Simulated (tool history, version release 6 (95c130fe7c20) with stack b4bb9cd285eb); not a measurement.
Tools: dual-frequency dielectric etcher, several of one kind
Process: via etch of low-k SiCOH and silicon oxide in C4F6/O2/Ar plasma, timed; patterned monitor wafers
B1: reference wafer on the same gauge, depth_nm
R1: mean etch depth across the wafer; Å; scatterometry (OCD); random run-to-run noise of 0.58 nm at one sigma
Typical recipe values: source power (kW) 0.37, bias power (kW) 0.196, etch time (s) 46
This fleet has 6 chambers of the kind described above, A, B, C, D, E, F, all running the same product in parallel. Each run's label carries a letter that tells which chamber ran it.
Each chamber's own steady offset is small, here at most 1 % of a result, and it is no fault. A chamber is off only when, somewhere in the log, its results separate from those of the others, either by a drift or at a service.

Run 1D, hour 3.6: usual settings; B1 105.1. Result: R1 1198 Å.
Run 2F, hour 10: usual settings; B1 104.98. Result: R1 1186.2 Å.
Run 3C, hour 15.6: usual settings; B1 105.06. Result: R1 1195.7 Å.
Run 4A, hour 21.9: usual settings; B1 104.95. Result: R1 1200.4 Å.
Run 5B, hour 28.5: usual settings; B1 105.12. Result: R1 1197.7 Å.
Run 6E, hour 31.9: usual settings; B1 105.12. Result: R1 1181.8 Å.
Run 7E, hour 35.6: usual settings; B1 105.08. Result: R1 1185 Å.
Run 8C, hour 41.8: usual settings; B1 105.09. Result: R1 1194.1 Å.
Run 9A, hour 48.9: usual settings but source power (kW) 0.29; B1 104.94. Result: R1 1094.1 Å.
Run 10F, hour 55.4: usual settings but source power (kW) 0.29; B1 104.95. Result: R1 1090.2 Å.
Run 11B, hour 61.3: usual settings but source power (kW) 0.29; B1 105.08. Result: R1 1082.2 Å.
Run 12D, hour 64.8: usual settings but source power (kW) 0.29; B1 105.02. Result: R1 1099.1 Å.
Run 13B, hour 69.9: usual settings but source power (kW) 0.29; B1 104.94. Result: R1 1074 Å.
Run 14D, hour 76.2: usual settings but source power (kW) 0.29; B1 105. Result: R1 1092.5 Å.
Run 15C, hour 82.5: usual settings but bias power (kW) 0.17; B1 104.99. Result: R1 1140.1 Å.
Run 16E, hour 86.9: usual settings but bias power (kW) 0.17; B1 105.19. Result: R1 1129.4 Å.
At hour 91.1: chamber A: bias power generator calibrated.
Run 17A, hour 93.8: usual settings but bias power (kW) 0.17; B1 105.1. Result: R1 1126.8 Å.
Run 18F, hour 99.9: usual settings but bias power (kW) 0.17; B1 105.04. Result: R1 1132.4 Å.
Run 19F, hour 104.9: usual settings but bias power (kW) 0.17; B1 105. Result: R1 1150.7 Å.
Run 20B, hour 110: usual settings but bias power (kW) 0.17; B1 105.1. Result: R1 1124.9 Å.
Run 21C, hour 115.1: usual settings but etch time (s) 50.5; B1 105.05. Result: R1 1316.3 Å.
Run 22D, hour 118.8: usual settings but etch time (s) 50.5; B1 105.08. Result: R1 1314.1 Å.
Run 23A, hour 122.9: usual settings but etch time (s) 50.5; B1 105.03. Result: R1 1310.8 Å.
Run 24E, hour 128.4: usual settings but etch time (s) 50.5; B1 104.92. Result: R1 1299.8 Å.
Run 25C, hour 132.6: usual settings but etch time (s) 50.5; B1 105.01. Result: R1 1316.2 Å.
Run 26D, hour 137.6: usual settings but etch time (s) 50.5; B1 105.08. Result: R1 1310.3 Å.
Run 27B, hour 144: usual settings; B1 104.88. Result: R1 1197.4 Å.
At hour 146.2: chamber D: wet clean of the chamber.
Run 28F, hour 147.6: usual settings; B1 104.99. Result: R1 1187.5 Å.
Run 29E, hour 152.2: usual settings; B1 104.95. Result: R1 1187 Å.
Run 30A, hour 157.7: usual settings; B1 105. Result: R1 1186.7 Å.
Run 31B, hour 160.8: usual settings but source power (kW) 0.3, etch time (s) 40.5; B1 104.9. Result: R1 968.62 Å.
At hour 166: chamber F: wet clean of the chamber.
Run 32C, hour 166.7: usual settings but source power (kW) 0.3, etch time (s) 40.5; B1 104.88. Result: R1 964.71 Å.
Run 33A, hour 170.4: usual settings but source power (kW) 0.3, etch time (s) 40.5; B1 105.04. Result: R1 961.15 Å.
Run 34E, hour 173.6: usual settings but source power (kW) 0.3, etch time (s) 40.5; B1 105.01. Result: R1 955.65 Å.
Run 35F, hour 178.9: usual settings but source power (kW) 0.3, etch time (s) 40.5; B1 105.01. Result: R1 971.93 Å.
Run 36D, hour 184.8: usual settings but source power (kW) 0.3, etch time (s) 40.5; B1 105.19. Result: R1 977.89 Å.
Run 37C, hour 188.6: usual settings; B1 104.95. Result: R1 1201.4 Å.
Run 38F, hour 193.6: usual settings; B1 105.06. Result: R1 1192.3 Å.
Run 39E, hour 199.3: usual settings; B1 105.08. Result: R1 1189.1 Å.
Run 40D, hour 204.9: usual settings; B1 104.94. Result: R1 1210.5 Å.
Run 41A, hour 211.5: usual settings; B1 104.89. Result: R1 1192.5 Å.

Read the log: is a single chamber off, either drifting away or since a service, is the gauge that measures every chamber drifting, or is nothing wrong beyond small per-chamber offsets? Name any odd chamber and what most likely caused it.

No chamber stands off beyond its own small offset, and the gauge holds steady.
